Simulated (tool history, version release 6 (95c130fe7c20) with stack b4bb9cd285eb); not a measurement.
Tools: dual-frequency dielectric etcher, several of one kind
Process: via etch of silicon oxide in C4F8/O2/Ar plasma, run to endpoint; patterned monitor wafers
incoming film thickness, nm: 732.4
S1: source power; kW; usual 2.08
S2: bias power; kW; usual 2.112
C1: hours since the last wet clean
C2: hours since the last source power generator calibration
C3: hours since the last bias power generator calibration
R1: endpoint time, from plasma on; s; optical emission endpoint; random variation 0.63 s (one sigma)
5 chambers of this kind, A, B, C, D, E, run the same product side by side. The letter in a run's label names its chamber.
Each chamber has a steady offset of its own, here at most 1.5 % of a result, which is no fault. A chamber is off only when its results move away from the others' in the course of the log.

| run | hour | S1 | S2 | C1 | C2 | C3 | R1 |
|---|---|---|---|---|---|---|---|
| 1A | 9.7 | 2.08 | 2.112 | 100.6 | 2343.3 | 2915.4 | 138.37 |
| 2E | 18.5 | 2.08 | 2.112 | 239.5 | 3032.6 | 2601.7 | 139.95 |
| 3C | 26.6 | 2.08 | 2.112 | 96.7 | 957.1 | 679.5 | 138.68 |
| 4D | 32.9 | 2.08 | 2.112 | 305 | 392.1 | 2738.8 | 139.92 |
| 5B | 40.3 | 2.08 | 2.112 | 388.3 | 523.5 | 3152.9 | 140.21 |
| 6E | 49.1 | 2.08 | 2.112 | 270.1 | 3063.2 | 2632.3 | 139.27 |
|  | 50.7 | chamber E: source power generator calibrated |
| 7D | 55.4 | 2.08 | 2.112 | 327.5 | 414.6 | 2761.3 | 140.3 |
| 8B | 60.5 | 2.08 | 2.112 | 408.5 | 543.7 | 3173.1 | 139.83 |
| 9A | 66.1 | 2.08 | 2.112 | 157 | 2399.7 | 2971.8 | 137.68 |
| 10C | 73.2 | 1.72 | 2.112 | 143.3 | 1003.7 | 726.1 | 150.57 |
| 11C | 82.3 | 1.72 | 2.112 | 152.4 | 1012.8 | 735.2 | 151.65 |
| 12B | 89.8 | 1.72 | 2.112 | 437.8 | 573 | 3202.4 | 153.03 |
| 13A | 97.5 | 1.72 | 2.112 | 188.4 | 2431.1 | 3003.2 | 148.59 |
| 14D | 107.1 | 1.72 | 2.112 | 379.2 | 466.3 | 2813 | 151.41 |
| 15E | 113.9 | 1.89 | 2.112 | 334.9 | 63.3 | 2697.1 | 148.84 |
| 16D | 120.8 | 1.89 | 2.112 | 392.9 | 480 | 2826.7 | 144.45 |
| 17E | 129.1 | 1.89 | 2.112 | 350.1 | 78.5 | 2712.3 | 147.8 |
| 18A | 138.8 | 1.89 | 2.112 | 229.7 | 2472.4 | 3044.5 | 142.49 |
|  | 139.6 | chamber D: wet clean of the chamber |
| 19B | 145.3 | 1.89 | 2.112 | 493.3 | 628.5 | 3257.9 | 146.07 |
| 20C | 153.7 | 2.53 | 2.112 | 223.8 | 1084.2 | 806.6 | 128.9 |
| 21E | 163.4 | 2.53 | 2.112 | 384.4 | 112.8 | 2746.6 | 131.55 |
| 22C | 169.8 | 2.53 | 2.112 | 239.9 | 1100.3 | 822.7 | 129.26 |
| 23D | 178.8 | 2.53 | 2.112 | 39.3 | 538 | 2884.7 | 129.82 |
| 24B | 188.8 | 2.53 | 2.112 | 536.8 | 672 | 3301.4 | 130.12 |
| 25A | 194.7 | 2.08 | 2.112 | 285.6 | 2528.3 | 3100.4 | 137.33 |
| 26B | 201.8 | 2.08 | 2.112 | 549.8 | 685 | 3314.4 | 141.51 |
| 27E | 206.4 | 2.08 | 2.112 | 427.4 | 155.8 | 2789.6 | 143.84 |
| 28D | 211.1 | 2.08 | 2.112 | 71.6 | 570.3 | 2917 | 139.62 |
| 29A | 217.1 | 2.08 | 2.112 | 308 | 2550.7 | 3122.8 | 137.86 |
| 30C | 224.4 | 2.08 | 2.112 | 294.5 | 1154.9 | 877.3 | 139.41 |
| 31E | 234.2 | 2.08 | 2.112 | 455.2 | 183.6 | 2817.4 | 144.79 |
| 32C | 242.5 | 2.08 | 2.112 | 312.6 | 1173 | 895.4 | 139.62 |
|  | 251.4 | chamber B: wet clean of the chamber |
| 33A | 252.5 | 2.08 | 2.112 | 343.4 | 2586.1 | 3158.2 | 138.83 |
| 34B | 262.6 | 2.55 | 2.112 | 11.2 | 745.8 | 3375.2 | 128.98 |
| 35D | 270.3 | 2.55 | 2.112 | 130.8 | 629.5 | 2976.2 | 129.72 |
| 36B | 277 | 2.55 | 2.112 | 25.6 | 760.2 | 3389.6 | 129.25 |
| 37D | 282.4 | 2.55 | 2.112 | 142.9 | 641.6 | 2988.3 | 129.6 |
| 38A | 288 | 2.55 | 2.112 | 378.9 | 2621.6 | 3193.7 | 126.84 |
| 39C | 292.9 | 2.08 | 2.112 | 363 | 1223.4 | 945.8 | 139.38 |
| 40E | 300.6 | 2.08 | 2.112 | 521.6 | 250 | 2883.8 | 146.01 |
| 41E | 308.5 | 2.08 | 2.112 | 529.5 | 257.9 | 2891.7 | 146.16 |

Next, every chamber runs the same settings. What will each give?
| 42A | 315.8 | 2.08 | 2.112 |  |  |  | ? |
| 42B | 315.8 | 2.08 | 2.112 |  |  |  | ? |
| 42C | 315.8 | 2.08 | 2.112 |  |  |  | ? |
| 42D | 315.8 | 2.08 | 2.112 |  |  |  | ? |
| 42E | 315.8 | 2.08 | 2.112 |  |  |  | ? |

| run | R1 |
|---|---|
| 42A | 136.7 |
| 42B | 140.02 |
| 42C | 138.74 |
| 42D | 140.81 |
| 42E | 149.08 |
